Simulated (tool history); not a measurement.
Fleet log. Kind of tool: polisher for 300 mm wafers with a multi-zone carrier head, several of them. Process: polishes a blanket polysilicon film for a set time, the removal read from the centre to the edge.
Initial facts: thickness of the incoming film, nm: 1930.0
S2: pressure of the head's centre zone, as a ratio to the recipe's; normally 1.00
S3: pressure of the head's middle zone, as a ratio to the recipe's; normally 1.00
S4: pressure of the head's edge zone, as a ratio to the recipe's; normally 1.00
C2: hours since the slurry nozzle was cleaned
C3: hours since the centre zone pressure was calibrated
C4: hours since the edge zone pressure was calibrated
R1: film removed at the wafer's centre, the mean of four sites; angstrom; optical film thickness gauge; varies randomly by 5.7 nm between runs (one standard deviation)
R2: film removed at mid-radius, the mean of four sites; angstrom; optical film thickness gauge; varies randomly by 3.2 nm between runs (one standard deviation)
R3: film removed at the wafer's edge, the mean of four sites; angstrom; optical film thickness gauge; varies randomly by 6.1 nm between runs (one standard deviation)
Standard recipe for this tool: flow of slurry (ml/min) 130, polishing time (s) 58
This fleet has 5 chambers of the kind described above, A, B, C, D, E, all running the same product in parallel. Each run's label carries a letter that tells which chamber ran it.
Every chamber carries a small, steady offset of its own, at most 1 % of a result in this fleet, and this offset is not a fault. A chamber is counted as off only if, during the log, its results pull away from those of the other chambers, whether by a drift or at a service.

run 1C hour=4.5 | flow_of_slurry_(ml/min)=130 S2=1.00 S3=1.00 S4=1.00 polishing_time_(s)=58 | wafers_polished_on_this_pad=405 C2=43.9 C3=464.3 C4=300.3 | R1=4384.0 R2=4396.6 R3=4494.9
run 2D hour=7.0 | flow_of_slurry_(ml/min)=130 S2=1.00 S3=1.00 S4=1.00 polishing_time_(s)=58 | wafers_polished_on_this_pad=128 C2=402.8 C3=188.9 C4=362.6 | R1=4474.4 R2=4408.8 R3=4532.4
run 3B hour=11.0 | flow_of_slurry_(ml/min)=130 S2=1.00 S3=1.00 S4=1.00 polishing_time_(s)=58 | wafers_polished_on_this_pad=465 C2=507.2 C3=364.6 C4=484.8 | R1=4440.4 R2=4419.4 R3=4457.6
run 4E hour=15.9 | flow_of_slurry_(ml/min)=130 S2=1.00 S3=1.00 S4=1.00 polishing_time_(s)=58 | wafers_polished_on_this_pad=1382 C2=446.0 C3=596.9 C4=1367.0 | R1=4391.2 R2=4426.2 R3=4496.2
-- hour=19.0 chamber C: worn pad replaced by a new one
run 5A hour=19.3 | flow_of_slurry_(ml/min)=130 S2=1.00 S3=1.00 S4=1.00 polishing_time_(s)=58 | wafers_polished_on_this_pad=296 C2=86.6 C3=1222.3 C4=169.8 | R1=4395.5 R2=4426.4 R3=4509.4
run 6C hour=22.3 | flow_of_slurry_(ml/min)=130 S2=1.00 S3=1.00 S4=1.00 polishing_time_(s)=58 | wafers_polished_on_this_pad=43 C2=61.7 C3=482.1 C4=318.1 | R1=4499.0 R2=4488.7 R3=4468.1
-- hour=23.2 chamber E: worn pad replaced by a new one
run 7D hour=26.9 | flow_of_slurry_(ml/min)=130 S2=1.00 S3=1.00 S4=1.00 polishing_time_(s)=58 | wafers_polished_on_this_pad=387 C2=422.7 C3=208.8 C4=382.5 | R1=4530.7 R2=4431.1 R3=4386.7
run 8E hour=30.6 | flow_of_slurry_(ml/min)=130 S2=1.00 S3=1.00 S4=1.00 polishing_time_(s)=58 | wafers_polished_on_this_pad=96 C2=460.7 C3=611.6 C4=1381.7 | R1=4417.8 R2=4425.5 R3=4524.9
run 9B hour=33.4 | flow_of_slurry_(ml/min)=130 S2=1.00 S3=1.00 S4=0.96 polishing_time_(s)=58 | wafers_polished_on_this_pad=757 C2=529.6 C3=387.0 C4=507.2 | R1=4423.7 R2=4480.5 R3=4355.2
run 10A hour=36.2 | flow_of_slurry_(ml/min)=130 S2=1.00 S3=1.00 S4=0.96 polishing_time_(s)=58 | wafers_polished_on_this_pad=516 C2=103.5 C3=1239.2 C4=186.7 | R1=4509.9 R2=4413.8 R3=4431.2
run 11D hour=39.3 | flow_of_slurry_(ml/min)=130 S2=1.00 S3=1.00 S4=0.96 polishing_time_(s)=58 | wafers_polished_on_this_pad=549 C2=435.1 C3=221.2 C4=394.9 | R1=4397.3 R2=4404.5 R3=4370.2
run 12C hour=43.7 | flow_of_slurry_(ml/min)=130 S2=1.00 S3=1.00 S4=0.96 polishing_time_(s)=58 | wafers_polished_on_this_pad=322 C2=83.1 C3=503.5 C4=339.5 | R1=4399.3 R2=4437.2 R3=4374.9
-- hour=43.8 chamber E: edge zone pressure recalibrated
run 13B hour=46.7 | flow_of_slurry_(ml/min)=130 S2=1.00 S3=1.00 S4=0.96 polishing_time_(s)=58 | wafers_polished_on_this_pad=930 C2=542.9 C3=400.3 C4=520.5 | R1=4456.9 R2=4421.8 R3=4424.2
run 14A hour=50.0 | flow_of_slurry_(ml/min)=130 S2=1.00 S3=1.00 S4=1.00 polishing_time_(s)=58 | wafers_polished_on_this_pad=695 C2=117.3 C3=1253.0 C4=200.5 | R1=4461.3 R2=4452.0 R3=4449.3
run 15E hour=52.6 | flow_of_slurry_(ml/min)=130 S2=1.00 S3=1.00 S4=1.00 polishing_time_(s)=58 | wafers_polished_on_this_pad=382 C2=482.7 C3=633.6 C4=8.8 | R1=4456.5 R2=4504.8 R3=4495.8
run 16D hour=56.1 | flow_of_slurry_(ml/min)=130 S2=1.00 S3=1.00 S4=1.00 polishing_time_(s)=58 | wafers_polished_on_this_pad=767 C2=451.9 C3=238.0 C4=411.7 | R1=4328.6 R2=4470.8 R3=4434.9
run 17B hour=61.2 | flow_of_slurry_(ml/min)=130 S2=1.11 S3=1.04 S4=1.00 polishing_time_(s)=58 | wafers_polished_on_this_pad=1118 C2=557.4 C3=414.8 C4=535.0 | R1=4984.6 R2=4577.6 R3=4490.2
run 18A hour=64.5 | flow_of_slurry_(ml/min)=130 S2=1.11 S3=1.04 S4=1.00 polishing_time_(s)=58 | wafers_polished_on_this_pad=884 C2=131.8 C3=1267.5 C4=215.0 | R1=4947.9 R2=4644.3 R3=4395.0
-- hour=69.7 chamber C: worn pad replaced by a new one
run 19C hour=69.8 | flow_of_slurry_(ml/min)=130 S2=1.11 S3=1.04 S4=1.00 polishing_time_(s)=58 | wafers_polished_on_this_pad=2 C2=109.2 C3=529.6 C4=365.6 | R1=4896.8 R2=4629.0 R3=4404.6
run 20E hour=73.5 | flow_of_slurry_(ml/min)=130 S2=1.11 S3=1.04 S4=1.00 polishing_time_(s)=58 | wafers_polished_on_this_pad=654 C2=503.6 C3=654.5 C4=29.7 | R1=4877.7 R2=4612.6 R3=4464.7
run 21B hour=77.6 | flow_of_slurry_(ml/min)=130 S2=1.11 S3=1.04 S4=1.00 polishing_time_(s)=58 | wafers_polished_on_this_pad=1332 C2=573.8 C3=431.2 C4=551.4 | R1=4979.0 R2=4620.8 R3=4453.3
-- hour=81.1 chamber A: centre zone pressure recalibrated
run 22D hour=81.8 | flow_of_slurry_(ml/min)=130 S2=1.00 S3=1.04 S4=1.00 polishing_time_(s)=58 | wafers_polished_on_this_pad=1102 C2=477.6 C3=263.7 C4=437.4 | R1=4362.8 R2=4546.9 R3=4575.8
-- hour=82.8 chamber B: worn pad replaced by a new one
run 23E hour=85.8 | flow_of_slurry_(ml/min)=130 S2=1.00 S3=1.04 S4=1.00 polishing_time_(s)=58 | wafers_polished_on_this_pad=815 C2=515.9 C3=666.8 C4=42.0 | R1=4401.6 R2=4710.0 R3=4508.4
-- hour=86.2 chamber C: centre zone pressure recalibrated
run 24C hour=88.8 | flow_of_slurry_(ml/min)=130 S2=1.00 S3=1.04 S4=1.00 polishing_time_(s)=58 | wafers_polished_on_this_pad=249 C2=128.2 C3=2.7 C4=384.6 | R1=4436.9 R2=4562.6 R3=4432.4
run 25A hour=94.2 | flow_of_slurry_(ml/min)=130 S2=1.00 S3=1.04 S4=1.00 polishing_time_(s)=58 | wafers_polished_on_this_pad=1271 C2=161.5 C3=13.1 C4=244.7 | R1=4505.1 R2=4632.8 R3=4421.7
run 26C hour=97.7 | flow_of_slurry_(ml/min)=130 S2=1.00 S3=1.04 S4=1.00 polishing_time_(s)=58 | wafers_polished_on_this_pad=365 C2=137.1 C3=11.6 C4=393.5 | R1=4350.3 R2=4616.6 R3=4552.0
run 27E hour=101.4 | flow_of_slurry_(ml/min)=130 S2=1.00 S3=1.00 S4=0.96 polishing_time_(s)=51 | wafers_polished_on_this_pad=1018 C2=531.5 C3=682.4 C4=57.6 | R1=3892.9 R2=3938.5 R3=3778.4
-- hour=101.9 chamber E: centre zone pressure recalibrated
-- hour=102.0 chamber C: edge zone pressure recalibrated
run 28B hour=105.3 | flow_of_slurry_(ml/min)=130 S2=1.00 S3=1.00 S4=0.96 polishing_time_(s)=51 | wafers_polished_on_this_pad=293 C2=601.5 C3=458.9 C4=579.1 | R1=3946.6 R2=3909.2 R3=3862.2
-- hour=107.7 chamber D: worn pad replaced by a new one
run 29D hour=107.9 | flow_of_slurry_(ml/min)=130 S2=1.00 S3=1.00 S4=0.96 polishing_time_(s)=51 | wafers_polished_on_this_pad=3 C2=503.7 C3=289.8 C4=463.5 | R1=3743.6 R2=3911.1 R3=3844.0
run 30A hour=113.3 | flow_of_slurry_(ml/min)=130 S2=1.00 S3=1.00 S4=0.96 polishing_time_(s)=51 | wafers_polished_on_this_pad=1519 C2=180.6 C3=32.2 C4=263.8 | R1=3939.9 R2=3892.1 R3=3874.9
-- hour=118.1 chamber A: worn pad replaced by a new one
run 31E hour=118.6 | flow_of_slurry_(ml/min)=130 S2=1.00 S3=1.00 S4=0.96 polishing_time_(s)=51 | wafers_polished_on_this_pad=1242 C2=548.7 C3=16.8 C4=74.8 | R1=3849.7 R2=3966.8 R3=3907.3
-- hour=121.0 chamber C: worn pad replaced by a new one
-- hour=122.5 chamber E: worn pad replaced by a new one
run 32A hour=122.9 | flow_of_slurry_(ml/min)=130 S2=1.00 S3=1.00 S4=1.00 polishing_time_(s)=58 | wafers_polished_on_this_pad=63 C2=190.2 C3=41.8 C4=273.4 | R1=4431.7 R2=4466.1 R3=4492.4
run 33C hour=125.3 | flow_of_slurry_(ml/min)=130 S2=1.00 S3=1.00 S4=1.00 polishing_time_(s)=58 | wafers_polished_on_this_pad=57 C2=164.7 C3=39.2 C4=23.4 | R1=4530.5 R2=4417.0 R3=4583.9
run 34D hour=129.9 | flow_of_slurry_(ml/min)=155 S2=1.00 S3=1.00 S4=1.00 polishing_time_(s)=58 | wafers_polished_on_this_pad=289 C2=525.7 C3=311.8 C4=485.5 | R1=4238.4 R2=4539.7 R3=4527.2
run 35B hour=134.1 | flow_of_slurry_(ml/min)=155 S2=1.00 S3=1.00 S4=1.00 polishing_time_(s)=58 | wafers_polished_on_this_pad=668 C2=630.3 C3=487.7 C4=607.9 | R1=4586.8 R2=4651.4 R3=4601.3
run 36C hour=138.0 | flow_of_slurry_(ml/min)=155 S2=1.00 S3=1.00 S4=1.00 polishing_time_(s)=58 | wafers_polished_on_this_pad=222 C2=177.4 C3=51.9 C4=36.1 | R1=4608.7 R2=4616.9 R3=4672.7
run 37D hour=142.9 | flow_of_slurry_(ml/min)=155 S2=1.00 S3=1.00 S4=1.00 polishing_time_(s)=58 | wafers_polished_on_this_pad=459 C2=538.7 C3=324.8 C4=498.5 | R1=4159.1 R2=4572.5 R3=4653.5
run 38B hour=146.5 | flow_of_slurry_(ml/min)=155 S2=1.00 S3=1.00 S4=1.00 polishing_time_(s)=58 | wafers_polished_on_this_pad=829 C2=642.7 C3=500.1 C4=620.3 | R1=4579.8 R2=4604.1 R3=4664.6
run 39A hour=150.8 | flow_of_slurry_(ml/min)=130 S2=1.00 S3=1.00 S4=1.00 polishing_time_(s)=58 | wafers_polished_on_this_pad=426 C2=218.1 C3=69.7 C4=301.3 | R1=4379.5 R2=4427.3 R3=4485.0
run 40E hour=153.6 | flow_of_slurry_(ml/min)=130 S2=1.00 S3=1.00 S4=1.00 polishing_time_(s)=58 | wafers_polished_on_this_pad=406 C2=583.7 C3=51.8 C4=109.8 | R1=4601.3 R2=4443.1 R3=4535.7
run 41C hour=156.2 | flow_of_slurry_(ml/min)=130 S2=1.00 S3=1.00 S4=1.00 polishing_time_(s)=58 | wafers_polished_on_this_pad=459 C2=195.6 C3=70.1 C4=54.3 | R1=4414.3 R2=4398.4 R3=4478.3
run 42B hour=161.2 | flow_of_slurry_(ml/min)=130 S2=1.00 S3=1.00 S4=1.00 polishing_time_(s)=58 | wafers_polished_on_this_pad=1021 C2=657.4 C3=514.8 C4=635.0 | R1=4453.5 R2=4442.3 R3=4465.8

Is one chamber out of step, is the gauge drifting, or do the chambers differ by no more than their own small offsets? For an off chamber, give its letter and the likeliest cause.

Little by little, chamber D moves away from the other chambers.
Most likely cause: centre zone's pressure below its setpoint, % = 10.7.

Here are 4 candidates for chamber D's next run, each the usual settings with a change, their results left as question marks. Which one brings its results back in line with what the others give on the usual settings?
Maximum distance from the other chambers' mean on the usual settings for a result to count as in line: R1 200.0 angstrom; R2 110.0 angstrom; R3 210.0 angstrom
run 43D-1 hour=165.1 | flow_of_slurry_(ml/min)=140 S2=1.09 S3=0.99 S4=0.96 polishing_time_(s)=58 | R1=? R2=? R3=?
run 43D-2 hour=165.1 | flow_of_slurry_(ml/min)=120 S2=0.91 S3=1.01 S4=1.04 polishing_time_(s)=58 | R1=? R2=? R3=?
run 43D-3 hour=165.1 | flow_of_slurry_(ml/min)=135 S2=1.03 S3=1.00 S4=0.99 polishing_time_(s)=58 | R1=? R2=? R3=?
run 43D-4 hour=165.1 | flow_of_slurry_(ml/min)=125 S2=0.97 S3=1.00 S4=1.01 polishing_time_(s)=58 | R1=? R2=? R3=?

Average result of the remaining chambers running the usual settings: R1 4439.2 angstrom; R2 4442.1 angstrom; R3 4442.6 angstrom
run=43D-1 R1=4372.3 R2=4464.8 R3=4442.4
run=43D-2 R1=3451.9 R2=4397.6 R3=4519.2
run=43D-3 R1=4076.1 R2=4473.4 R3=4488.2
run=43D-4 R1=3743.4 R2=4398.2 R3=4480.8
The right change is 43D-1: it brings the chamber back within the allowed miss of the others.

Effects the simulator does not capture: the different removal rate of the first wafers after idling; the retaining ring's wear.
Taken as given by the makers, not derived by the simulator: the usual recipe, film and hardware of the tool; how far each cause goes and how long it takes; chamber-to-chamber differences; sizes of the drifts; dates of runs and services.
